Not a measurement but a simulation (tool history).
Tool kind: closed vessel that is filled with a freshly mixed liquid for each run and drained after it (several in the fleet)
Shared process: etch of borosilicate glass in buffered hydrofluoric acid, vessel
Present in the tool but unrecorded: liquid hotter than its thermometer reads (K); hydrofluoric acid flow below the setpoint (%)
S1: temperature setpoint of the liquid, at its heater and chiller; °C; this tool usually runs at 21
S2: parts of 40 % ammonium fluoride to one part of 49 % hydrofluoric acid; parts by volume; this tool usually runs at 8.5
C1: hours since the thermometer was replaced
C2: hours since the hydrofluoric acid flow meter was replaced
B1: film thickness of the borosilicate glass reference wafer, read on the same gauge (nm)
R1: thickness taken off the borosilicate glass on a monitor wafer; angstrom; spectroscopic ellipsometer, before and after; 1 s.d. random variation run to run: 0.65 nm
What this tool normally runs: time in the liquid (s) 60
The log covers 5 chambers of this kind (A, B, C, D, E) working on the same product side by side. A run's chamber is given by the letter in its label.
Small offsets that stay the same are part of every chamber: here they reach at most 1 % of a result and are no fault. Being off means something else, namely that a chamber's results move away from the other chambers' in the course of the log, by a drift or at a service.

run 1C hour=5.0 | S1=21 S2=8.5 time_in_the_liquid_(s)=60 | C1=313.8 C2=1147.7 | B1=120.01 | R1=726.30
run 2E hour=10.0 | S1=21 S2=8.5 time_in_the_liquid_(s)=60 | C1=1768.1 C2=161.0 | B1=120.01 | R1=709.25
run 3D hour=16.6 | S1=21 S2=8.5 time_in_the_liquid_(s)=60 | C1=1840.4 C2=1136.1 | B1=120.01 | R1=720.90
run 4B hour=21.5 | S1=21 S2=8.5 time_in_the_liquid_(s)=60 | C1=1003.7 C2=915.5 | B1=120.00 | R1=717.94
run 5A hour=26.0 | S1=21 S2=8.5 time_in_the_liquid_(s)=60 | C1=630.8 C2=512.6 | B1=120.01 | R1=717.55
-- hour=26.3 chamber A: thermometer replaced
run 6E hour=29.8 | S1=21 S2=8.5 time_in_the_liquid_(s)=60 | C1=1787.9 C2=180.8 | B1=119.99 | R1=714.31
run 7A hour=36.1 | S1=21 S2=8.5 time_in_the_liquid_(s)=60 | C1=9.8 C2=522.7 | B1=120.00 | R1=720.79
-- hour=39.9 chamber E: thermometer replaced
run 8D hour=42.6 | S1=21 S2=8.5 time_in_the_liquid_(s)=60 | C1=1866.4 C2=1162.1 | B1=119.97 | R1=704.65
-- hour=45.5 chamber D: hydrofluoric acid flow meter replaced
run 9B hour=46.3 | S1=21 S2=8.5 time_in_the_liquid_(s)=60 | C1=1028.5 C2=940.3 | B1=120.02 | R1=710.48
run 10C hour=53.8 | S1=21 S2=8.5 time_in_the_liquid_(s)=60 | C1=362.6 C2=1196.5 | B1=119.99 | R1=726.48
run 11A hour=58.1 | S1=21 S2=7.0 time_in_the_liquid_(s)=85 | C1=31.8 C2=544.7 | B1=120.04 | R1=1253.80
run 12C hour=64.9 | S1=21 S2=7.0 time_in_the_liquid_(s)=85 | C1=373.7 C2=1207.6 | B1=120.01 | R1=1268.30
run 13E hour=71.9 | S1=21 S2=7.0 time_in_the_liquid_(s)=85 | C1=32.1 C2=222.9 | B1=120.00 | R1=1243.20
run 14D hour=77.8 | S1=21 S2=7.0 time_in_the_liquid_(s)=85 | C1=1901.6 C2=32.3 | B1=120.03 | R1=1263.90
run 15B hour=84.3 | S1=21 S2=7.0 time_in_the_liquid_(s)=85 | C1=1066.5 C2=978.3 | B1=120.02 | R1=1265.30
run 16E hour=91.7 | S1=21 S2=5.5 time_in_the_liquid_(s)=40 | C1=51.9 C2=242.7 | B1=120.00 | R1=733.45
run 17B hour=97.8 | S1=21 S2=5.5 time_in_the_liquid_(s)=40 | C1=1080.0 C2=991.8 | B1=119.98 | R1=728.15
run 18D hour=104.9 | S1=21 S2=5.5 time_in_the_liquid_(s)=40 | C1=1928.7 C2=59.4 | B1=119.99 | R1=750.45
run 19C hour=110.1 | S1=21 S2=5.5 time_in_the_liquid_(s)=40 | C1=418.9 C2=1252.8 | B1=120.02 | R1=730.40
run 20A hour=116.6 | S1=21 S2=5.5 time_in_the_liquid_(s)=40 | C1=90.3 C2=603.2 | B1=120.02 | R1=732.11
run 21E hour=123.1 | S1=21 S2=8.5 time_in_the_liquid_(s)=60 | C1=83.3 C2=274.1 | B1=120.00 | R1=716.31
run 22C hour=128.0 | S1=21 S2=8.5 time_in_the_liquid_(s)=60 | C1=436.8 C2=1270.7 | B1=120.03 | R1=729.70
run 23B hour=133.8 | S1=21 S2=8.5 time_in_the_liquid_(s)=60 | C1=1116.0 C2=1027.8 | B1=120.01 | R1=723.22
run 24D hour=138.3 | S1=21 S2=8.5 time_in_the_liquid_(s)=60 | C1=1962.1 C2=92.8 | B1=120.03 | R1=730.62
run 25A hour=141.6 | S1=21 S2=8.5 time_in_the_liquid_(s)=60 | C1=115.3 C2=628.2 | B1=120.02 | R1=716.88
run 26B hour=145.5 | S1=21 S2=10.5 time_in_the_liquid_(s)=60 | C1=1127.7 C2=1039.5 | B1=120.01 | R1=594.75
run 27A hour=150.4 | S1=21 S2=10.5 time_in_the_liquid_(s)=60 | C1=124.1 C2=637.0 | B1=120.03 | R1=595.76
run 28D hour=156.7 | S1=21 S2=10.5 time_in_the_liquid_(s)=60 | C1=1980.5 C2=111.2 | B1=119.98 | R1=604.91
run 29E hour=161.8 | S1=21 S2=10.5 time_in_the_liquid_(s)=60 | C1=122.0 C2=312.8 | B1=120.05 | R1=590.47
-- hour=164.9 chamber C: hydrofluoric acid flow meter replaced
run 30C hour=168.8 | S1=21 S2=10.5 time_in_the_liquid_(s)=60 | C1=477.6 C2=4.0 | B1=120.03 | R1=611.00
run 31E hour=175.1 | S1=21 S2=8.5 time_in_the_liquid_(s)=60 | C1=135.3 C2=326.1 | B1=119.98 | R1=710.36
run 32A hour=182.2 | S1=21 S2=8.5 time_in_the_liquid_(s)=60 | C1=155.9 C2=668.8 | B1=119.98 | R1=708.01
run 33D hour=186.3 | S1=21 S2=8.5 time_in_the_liquid_(s)=60 | C1=2010.1 C2=140.8 | B1=119.99 | R1=725.72
run 34B hour=192.6 | S1=21 S2=6.5 time_in_the_liquid_(s)=35 | C1=1174.8 C2=1086.6 | B1=119.99 | R1=558.44
run 35C hour=197.8 | S1=21 S2=6.5 time_in_the_liquid_(s)=35 | C1=506.6 C2=33.0 | B1=120.00 | R1=561.61
run 36C hour=204.4 | S1=21 S2=6.5 time_in_the_liquid_(s)=35 | C1=513.2 C2=39.6 | B1=120.02 | R1=558.78
run 37D hour=209.1 | S1=21 S2=6.5 time_in_the_liquid_(s)=35 | C1=2032.9 C2=163.6 | B1=120.02 | R1=548.29
run 38E hour=212.8 | S1=21 S2=6.5 time_in_the_liquid_(s)=35 | C1=173.0 C2=363.8 | B1=119.97 | R1=554.48
run 39B hour=216.5 | S1=21 S2=8.5 time_in_the_liquid_(s)=60 | C1=1198.7 C2=1110.5 | B1=120.01 | R1=708.31

All 5 chambers run these settings next. Forecast each chamber's results:
run 40A hour=222.0 | S1=21 S2=8.5 time_in_the_liquid_(s)=60 | R1=?
run 40B hour=222.0 | S1=21 S2=8.5 time_in_the_liquid_(s)=60 | R1=?
run 40C hour=222.0 | S1=21 S2=8.5 time_in_the_liquid_(s)=60 | R1=?
run 40D hour=222.0 | S1=21 S2=8.5 time_in_the_liquid_(s)=60 | R1=?
run 40E hour=222.0 | S1=21 S2=8.5 time_in_the_liquid_(s)=60 | R1=?

run=40A R1=699.64
run=40B R1=723.51
run=40C R1=733.36
run=40D R1=719.67
run=40E R1=714.62
